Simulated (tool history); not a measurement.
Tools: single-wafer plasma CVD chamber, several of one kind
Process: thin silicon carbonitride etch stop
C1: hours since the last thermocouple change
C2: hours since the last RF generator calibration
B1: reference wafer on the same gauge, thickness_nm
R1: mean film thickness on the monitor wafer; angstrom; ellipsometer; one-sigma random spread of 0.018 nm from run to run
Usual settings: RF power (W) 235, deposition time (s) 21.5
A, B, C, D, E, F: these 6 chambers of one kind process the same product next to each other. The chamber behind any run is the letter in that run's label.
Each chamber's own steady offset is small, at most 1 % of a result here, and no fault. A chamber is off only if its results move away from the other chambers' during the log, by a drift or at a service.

Run 1D, day 0.171: usual settings; C1 599.8; C2 35.3; B1 12.702. Result: R1 129.31 angstrom.
Run 2A, day 0.317: usual settings; C1 1123.4; C2 1390.2; B1 12.698. Result: R1 128.98 angstrom.
Run 3C, day 0.529: usual settings; C1 780.7; C2 691.2; B1 12.692. Result: R1 128.56 angstrom.
Run 4B, day 0.708: usual settings; C1 815; C2 1110.7; B1 12.689. Result: R1 129.28 angstrom.
Run 5E, day 0.9: usual settings; C1 493.1; C2 895.1; B1 12.689. Result: R1 129.29 angstrom.
Run 6F, day 1.004: usual settings; C1 275.8; C2 1210.9; B1 12.694. Result: R1 129.38 angstrom.
Run 7D, day 1.133: usual settings; C1 622.9; C2 58.4; B1 12.686. Result: R1 128.86 angstrom.
Run 8F, day 1.333: usual settings; C1 283.7; C2 1218.8; B1 12.684. Result: R1 129.15 angstrom.
Run 9B, day 1.429: usual settings but RF power (W) 270, deposition time (s) 23.2; C1 832.3; C2 1128; B1 12.684. Result: R1 145.13 angstrom.
Run 10A, day 1.554: usual settings but RF power (W) 270, deposition time (s) 23.2; C1 1153.1; C2 1419.9; B1 12.684. Result: R1 144.73 angstrom.
Run 11E, day 1.696: usual settings but RF power (W) 270, deposition time (s) 23.2; C1 512.2; C2 914.2; B1 12.677. Result: R1 145.44 angstrom.
Run 12C, day 1.792: usual settings but RF power (W) 270, deposition time (s) 23.2; C1 811; C2 721.5; B1 12.68. Result: R1 144.76 angstrom.
Run 13C, day 1.954: usual settings but RF power (W) 270, deposition time (s) 23.2; C1 814.9; C2 725.4; B1 12.682. Result: R1 144.57 angstrom.
Run 14A, day 2.138: usual settings but RF power (W) 270, deposition time (s) 23.2; C1 1167.1; C2 1433.9; B1 12.679. Result: R1 144.53 angstrom.
Run 15F, day 2.267: usual settings; C1 306.1; C2 1241.2; B1 12.678. Result: R1 129.01 angstrom.
Run 16B, day 2.388: usual settings; C1 855.3; C2 1151; B1 12.681. Result: R1 128.99 angstrom.
Run 17D, day 2.5: usual settings; C1 655.7; C2 91.2; B1 12.674. Result: R1 129.09 angstrom.
Run 18E, day 2.671: usual settings; C1 535.6; C2 937.6; B1 12.672. Result: R1 129.29 angstrom.
Run 19C, day 2.788: usual settings; C1 834.9; C2 745.4; B1 12.671. Result: R1 128.43 angstrom.
Run 20E, day 2.929: usual settings; C1 541.8; C2 943.8; B1 12.674. Result: R1 129.05 angstrom.
Run 21A, day 3.125: usual settings; C1 1190.8; C2 1457.6; B1 12.671. Result: R1 128.78 angstrom.
Run 22F, day 3.338: usual settings; C1 331.8; C2 1266.9; B1 12.664. Result: R1 128.54 angstrom.
Run 23B, day 3.504: usual settings but RF power (W) 265; C1 882.1; C2 1177.8; B1 12.663. Result: R1 133.48 angstrom.
Run 24D, day 3.712: usual settings but RF power (W) 265; C1 684.8; C2 120.3; B1 12.661. Result: R1 134.16 angstrom.
Run 25A, day 3.921: usual settings but RF power (W) 265; C1 1209.9; C2 1476.7; B1 12.664. Result: R1 133.52 angstrom.
Run 26E, day 4.075: usual settings but RF power (W) 265; C1 569.3; C2 971.3; B1 12.657. Result: R1 133.41 angstrom.
Run 27B, day 4.217: usual settings but RF power (W) 265; C1 899.2; C2 1194.9; B1 12.658. Result: R1 133.16 angstrom.
Run 28D, day 4.329: usual settings but RF power (W) 265; C1 699.6; C2 135.1; B1 12.654. Result: R1 133.57 angstrom.
Run 29C, day 4.538: usual settings; C1 876.9; C2 787.4; B1 12.66. Result: R1 128.15 angstrom.
Run 30F, day 4.729: usual settings but deposition time (s) 24.7; C1 365.2; C2 1300.3; B1 12.65. Result: R1 147.98 angstrom.
Run 31D, day 4.888: usual settings but deposition time (s) 24.7; C1 713; C2 148.5; B1 12.648. Result: R1 147.84 angstrom.
Run 32B, day 5.067: usual settings but deposition time (s) 24.7; C1 919.6; C2 1215.3; B1 12.644. Result: R1 147.43 angstrom.
Run 33A, day 5.258: usual settings but deposition time (s) 24.7; C1 1242; C2 1508.8; B1 12.646. Result: R1 147.83 angstrom.
Run 34F, day 5.475: usual settings but deposition time (s) 24.7; C1 383.1; C2 1318.2; B1 12.643. Result: R1 147.83 angstrom.
Run 35C, day 5.588: usual settings but deposition time (s) 24.7; C1 902.1; C2 812.6; B1 12.642. Result: R1 147.16 angstrom.
Run 36E, day 5.696: usual settings but RF power (W) 200, deposition time (s) 18.4; C1 608.2; C2 1010.2; B1 12.641. Result: R1 104.75 angstrom.
Run 37C, day 5.892: usual settings but RF power (W) 200, deposition time (s) 18.4; C1 909.4; C2 819.9; B1 12.642. Result: R1 104.66 angstrom.
Run 38F, day 6.104: usual settings but RF power (W) 200, deposition time (s) 18.4; C1 398.2; C2 1333.3; B1 12.635. Result: R1 104.93 angstrom.
Run 39B, day 6.262: usual settings but RF power (W) 200, deposition time (s) 18.4; C1 948.3; C2 1244; B1 12.633. Result: R1 104.73 angstrom.
Run 40D, day 6.475: usual settings but RF power (W) 200, deposition time (s) 18.4; C1 751.1; C2 186.6; B1 12.632. Result: R1 104.95 angstrom.
Run 41A, day 6.679: usual settings but RF power (W) 200, deposition time (s) 18.4; C1 1276.1; C2 1542.9; B1 12.625. Result: R1 104.63 angstrom.
Run 42E, day 6.804: usual settings; C1 634.8; C2 1036.8; B1 12.628. Result: R1 128.88 angstrom.

The same settings go to every chamber for the next run, one line per chamber below. Forecast the results for each:
Run 43A, day 6.962: usual settings. Result: R1 ?.
Run 43B, day 6.962: usual settings. Result: R1 ?.
Run 43C, day 6.962: usual settings. Result: R1 ?.
Run 43D, day 6.962: usual settings. Result: R1 ?.
Run 43E, day 6.962: usual settings. Result: R1 ?.
Run 43F, day 6.962: usual settings. Result: R1 ?.

run      R1
43A  128.45
43B  128.09
43C  128.24
43D  128.85
43E  128.54
43F  128.55
